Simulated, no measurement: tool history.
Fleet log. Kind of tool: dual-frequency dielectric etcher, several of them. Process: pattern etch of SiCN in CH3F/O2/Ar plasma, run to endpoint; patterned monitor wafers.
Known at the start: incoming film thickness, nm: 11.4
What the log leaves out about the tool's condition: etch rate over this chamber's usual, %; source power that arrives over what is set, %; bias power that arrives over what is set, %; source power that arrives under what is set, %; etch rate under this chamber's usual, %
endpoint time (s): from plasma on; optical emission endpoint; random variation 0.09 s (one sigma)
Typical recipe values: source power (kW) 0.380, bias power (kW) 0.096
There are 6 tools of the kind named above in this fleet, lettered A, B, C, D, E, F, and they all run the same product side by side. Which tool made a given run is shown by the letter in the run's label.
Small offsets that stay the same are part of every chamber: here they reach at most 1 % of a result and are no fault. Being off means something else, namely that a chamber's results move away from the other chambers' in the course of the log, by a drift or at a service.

| run | hour | source power (kW) | bias power (kW) | hours since the last wet clean | hours since the last source power generator calibration | hours since the last bias power generator calibration | endpoint time (s) |
|---|---|---|---|---|---|---|---|
| 1E | 3.6 | 0.380 | 0.096 | 128.5 | 1302.7 | 3626.9 | 27.822 |
| 2D | 7.3 | 0.380 | 0.096 | 142.5 | 1751.5 | 1120.8 | 28.025 |
| 3A | 12.0 | 0.380 | 0.096 | 194.4 | 1135.2 | 3676.1 | 27.996 |
| 4C | 17.2 | 0.380 | 0.096 | 337.1 | 4383.7 | 1568.3 | 27.901 |
| 5B | 19.8 | 0.380 | 0.096 | 271.7 | 1565.2 | 1368.0 | 28.025 |
| 6F | 23.2 | 0.380 | 0.096 | 248.0 | 170.5 | 1373.5 | 27.860 |
| 7F | 25.7 | 0.380 | 0.096 | 250.5 | 173.0 | 1376.0 | 28.095 |
| 8A | 29.5 | 0.380 | 0.096 | 211.9 | 1152.7 | 3693.6 | 28.051 |
| 9B | 35.0 | 0.380 | 0.096 | 286.9 | 1580.4 | 1383.2 | 28.126 |
| 10C | 39.9 | 0.380 | 0.096 | 359.8 | 4406.4 | 1591.0 | 28.135 |
| 11E | 43.0 | 0.380 | 0.096 | 167.9 | 1342.1 | 3666.3 | 27.673 |
| 12D | 48.1 | 0.440 | 0.111 | 183.3 | 1792.3 | 1161.6 | 24.997 |
| 13F | 50.8 | 0.440 | 0.111 | 275.6 | 198.1 | 1401.1 | 25.130 |
| 14C | 55.6 | 0.440 | 0.111 | 375.5 | 4422.1 | 1606.7 | 25.020 |
| 15E | 59.3 | 0.440 | 0.111 | 184.2 | 1358.4 | 3682.6 | 24.739 |
| 16D | 64.2 | 0.440 | 0.111 | 199.4 | 1808.4 | 1177.7 | 25.130 |
| 17B | 67.6 | 0.440 | 0.111 | 319.5 | 1613.0 | 1415.8 | 25.099 |
|  | 69.0 | chamber B: wet clean of the chamber |
| 18A | 71.1 | 0.380 | 0.096 | 253.5 | 1194.3 | 3735.2 | 28.039 |
| 19C | 76.9 | 0.380 | 0.096 | 396.8 | 4443.4 | 1628.0 | 28.111 |
| 20E | 81.5 | 0.380 | 0.096 | 206.4 | 1380.6 | 3704.8 | 27.586 |
| 21B | 86.7 | 0.380 | 0.096 | 17.8 | 1632.1 | 1434.9 | 28.093 |
| 22A | 89.7 | 0.380 | 0.096 | 272.1 | 1212.9 | 3753.8 | 27.883 |
| 23D | 92.9 | 0.300 | 0.096 | 228.1 | 1837.1 | 1206.4 | 30.221 |
| 24F | 95.4 | 0.300 | 0.096 | 320.2 | 242.7 | 1445.7 | 30.617 |
| 25A | 98.1 | 0.300 | 0.096 | 280.5 | 1221.3 | 3762.2 | 30.436 |
| 26D | 101.2 | 0.300 | 0.096 | 236.4 | 1845.4 | 1214.7 | 30.200 |
| 27C | 106.3 | 0.300 | 0.096 | 426.2 | 4472.8 | 1657.4 | 30.554 |
| 28E | 109.5 | 0.300 | 0.096 | 234.4 | 1408.6 | 3732.8 | 30.233 |
| 29B | 113.4 | 0.380 | 0.096 | 44.5 | 1658.8 | 1461.6 | 28.125 |
| 30F | 118.1 | 0.460 | 0.073 | 342.9 | 265.4 | 1468.4 | 28.549 |
|  | 119.6 | chamber C: source power generator calibrated |
| 31A | 122.7 | 0.460 | 0.073 | 305.1 | 1245.9 | 3786.8 | 28.823 |
| 32E | 127.2 | 0.460 | 0.073 | 252.1 | 1426.3 | 3750.5 | 28.334 |
| 33F | 129.7 | 0.460 | 0.073 | 354.5 | 277.0 | 1480.0 | 28.782 |
| 34C | 135.4 | 0.460 | 0.073 | 455.3 | 15.8 | 1686.5 | 28.630 |
| 35B | 137.9 | 0.460 | 0.073 | 69.0 | 1683.3 | 1486.1 | 28.856 |
| 36D | 143.0 | 0.380 | 0.096 | 278.2 | 1887.2 | 1256.5 | 27.419 |
| 37F | 147.4 | 0.380 | 0.096 | 372.2 | 294.7 | 1497.7 | 27.840 |
| 38D | 151.4 | 0.380 | 0.096 | 286.6 | 1895.6 | 1264.9 | 27.400 |
| 39C | 155.6 | 0.380 | 0.096 | 475.5 | 36.0 | 1706.7 | 27.929 |
| 40B | 159.0 | 0.380 | 0.096 | 90.1 | 1704.4 | 1507.2 | 28.040 |
| 41E | 161.8 | 0.380 | 0.096 | 286.7 | 1460.9 | 3785.1 | 27.826 |
| 42A | 167.1 | 0.380 | 0.096 | 349.5 | 1290.3 | 3831.2 | 27.799 |
| 43A | 170.9 | 0.380 | 0.096 | 353.3 | 1294.1 | 3835.0 | 27.742 |

All 6 chambers run these settings next. Forecast each chamber's results:
| 44A | 175.1 | 0.380 | 0.074 |  |  |  | ? |
| 44B | 175.1 | 0.380 | 0.074 |  |  |  | ? |
| 44C | 175.1 | 0.380 | 0.074 |  |  |  | ? |
| 44D | 175.1 | 0.380 | 0.074 |  |  |  | ? |
| 44E | 175.1 | 0.380 | 0.074 |  |  |  | ? |
| 44F | 175.1 | 0.380 | 0.074 |  |  |  | ? |

| run | endpoint time (s) |
|---|---|
| 44A | 30.710 |
| 44B | 30.947 |
| 44C | 30.670 |
| 44D | 29.642 |
| 44E | 30.390 |
| 44F | 30.674 |
